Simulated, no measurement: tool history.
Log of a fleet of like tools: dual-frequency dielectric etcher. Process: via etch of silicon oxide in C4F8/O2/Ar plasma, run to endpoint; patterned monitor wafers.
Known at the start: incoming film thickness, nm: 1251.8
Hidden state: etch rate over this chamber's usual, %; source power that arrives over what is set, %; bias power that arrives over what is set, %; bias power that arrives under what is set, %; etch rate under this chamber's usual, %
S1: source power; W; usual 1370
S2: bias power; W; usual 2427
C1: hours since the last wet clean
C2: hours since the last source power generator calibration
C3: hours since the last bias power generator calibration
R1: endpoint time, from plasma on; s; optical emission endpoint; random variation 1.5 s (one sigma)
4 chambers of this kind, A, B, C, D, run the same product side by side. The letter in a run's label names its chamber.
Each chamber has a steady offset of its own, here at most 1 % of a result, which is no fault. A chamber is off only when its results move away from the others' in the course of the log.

Run 1D, day 0.133: usual settings; C1 138.1; C2 282.4; C3 1465.4. Result: R1 269.54 s.
Run 2A, day 0.296: usual settings; C1 64.8; C2 1540.5; C3 996.3. Result: R1 270.48 s.
Run 3B, day 0.408: usual settings; C1 280.5; C2 3249.3; C3 83.6. Result: R1 273.17 s.
Run 4C, day 0.612: usual settings; C1 262.9; C2 994.1; C3 600.5. Result: R1 269.71 s.
Run 5B, day 0.800: usual settings; C1 289.9; C2 3258.7; C3 93.0. Result: R1 271.30 s.
Run 6D, day 1.008: usual settings; C1 159.1; C2 303.4; C3 1486.4. Result: R1 269.81 s.
Run 7C, day 1.183: usual settings; C1 276.6; C2 1007.8; C3 614.2. Result: R1 268.08 s.
Run 8A, day 1.417: usual settings; C1 91.7; C2 1567.4; C3 1023.2. Result: R1 272.37 s.
Run 9D, day 1.588: usual settings but S1 1240 W, S2 2645 W; C1 173.0; C2 317.3; C3 1500.3. Result: R1 270.78 s.
Run 10B, day 1.754: usual settings but S1 1240 W, S2 2645 W; C1 312.8; C2 3281.6; C3 115.9. Result: R1 275.49 s.
Run 11C, day 1.871: usual settings but S1 1240 W, S2 2645 W; C1 293.1; C2 1024.3; C3 630.7. Result: R1 275.03 s.
Run 12A, day 2.075: usual settings but S1 1240 W, S2 2645 W; C1 107.5; C2 1583.2; C3 1039.0. Result: R1 274.09 s.
Run 13B, day 2.217: usual settings; C1 323.9; C2 3292.7; C3 127.0. Result: R1 271.78 s.
Run 14D, day 2.454: usual settings; C1 193.8; C2 338.1; C3 1521.1. Result: R1 271.09 s.
Run 15C, day 2.604: usual settings; C1 310.7; C2 1041.9; C3 648.3. Result: R1 270.37 s.
Run 16A, day 2.812: usual settings; C1 125.2; C2 1600.9; C3 1056.7. Result: R1 273.46 s.
Run 17A, day 2.967: usual settings; C1 128.9; C2 1604.6; C3 1060.4. Result: R1 270.41 s.
Run 18C, day 3.079: usual settings; C1 322.1; C2 1053.3; C3 659.7. Result: R1 270.54 s.
Run 19D, day 3.246: usual settings; C1 212.8; C2 357.1; C3 1540.1. Result: R1 274.23 s.
Run 20B, day 3.379: usual settings; C1 351.8; C2 3320.6; C3 154.9. Result: R1 272.19 s.
Run 21C, day 3.517: usual settings; C1 332.6; C2 1063.8; C3 670.2. Result: R1 268.72 s.
Run 22D, day 3.733: usual settings but S2 2827 W; C1 224.5; C2 368.8; C3 1551.8. Result: R1 262.55 s.
At day 3.750: chamber B: wet clean of the chamber.
Run 23B, day 3.850: usual settings but S2 2827 W; C1 2.4; C2 3331.9; C3 166.2. Result: R1 260.94 s.
Run 24A, day 3.979: usual settings but S2 2827 W; C1 153.2; C2 1628.9; C3 1084.7. Result: R1 255.21 s.
Run 25B, day 4.171: usual settings but S2 2827 W; C1 10.1; C2 3339.6; C3 173.9. Result: R1 257.75 s.
At day 4.192: chamber B: source power generator calibrated.
Run 26A, day 4.329: usual settings; C1 161.6; C2 1637.3; C3 1093.1. Result: R1 273.85 s.
Run 27D, day 4.533: usual settings; C1 243.7; C2 388.0; C3 1571.0. Result: R1 274.74 s.
Run 28C, day 4.692: usual settings; C1 360.8; C2 1092.0; C3 698.4. Result: R1 268.81 s.
Run 29D, day 4.896: usual settings; C1 252.4; C2 396.7; C3 1579.7. Result: R1 276.99 s.
Run 30C, day 5.096: usual settings; C1 370.5; C2 1101.7; C3 708.1. Result: R1 265.92 s.
Run 31B, day 5.233: usual settings; C1 35.6; C2 25.1; C3 199.4. Result: R1 273.39 s.
At day 5.296: chamber C: wet clean of the chamber.
Run 32A, day 5.367: usual settings; C1 186.5; C2 1662.2; C3 1118.0. Result: R1 271.92 s.
Run 33A, day 5.583: usual settings; C1 191.7; C2 1667.4; C3 1123.2. Result: R1 273.00 s.
Run 34B, day 5.817: usual settings; C1 49.6; C2 39.1; C3 213.4. Result: R1 270.73 s.
Run 35C, day 6.050: usual settings; C1 18.1; C2 1124.6; C3 731.0. Result: R1 271.02 s.
Run 36D, day 6.196: usual settings; C1 283.6; C2 427.9; C3 1610.9. Result: R1 283.70 s.
Run 37C, day 6.425: usual settings; C1 27.1; C2 1133.6; C3 740.0. Result: R1 273.26 s.
Run 38B, day 6.538: usual settings; C1 66.9; C2 56.4; C3 230.7. Result: R1 272.47 s.
Run 39D, day 6.733: usual settings; C1 296.5; C2 440.8; C3 1623.8. Result: R1 281.27 s.

What goes on in this fleet: one chamber off, a drifting gauge, or nothing beyond the chambers' own small offsets? Name the chamber and the cause, if any.

Chamber D drifts away from the others.
Cause: etch rate under this chamber's usual, % = 5.18.

Here are 4 candidates for chamber D's next run, each the usual settings with a change, their results left as question marks. Which one brings its results back in line with what the others give on the usual settings?
In line means no further than this from the other chambers' mean on the usual settings: R1 5.40 s
Run 40D-1, day 6.908: usual settings but S1 1170 W, S2 2151 W. Result: R1 ?.
Run 40D-2, day 6.908: usual settings but S1 1720 W. Result: R1 ?.
Run 40D-3, day 6.908: usual settings but S2 2785 W. Result: R1 ?.
Run 40D-4, day 6.908: usual settings but S1 1270 W, S2 2294 W. Result: R1 ?.

The other chambers' mean on the usual settings: R1 271.26 s
  run      R1
40D-1  315.03
40D-2  260.53
40D-3  273.41
40D-4  299.04
40D-3 brings the chamber back in line.
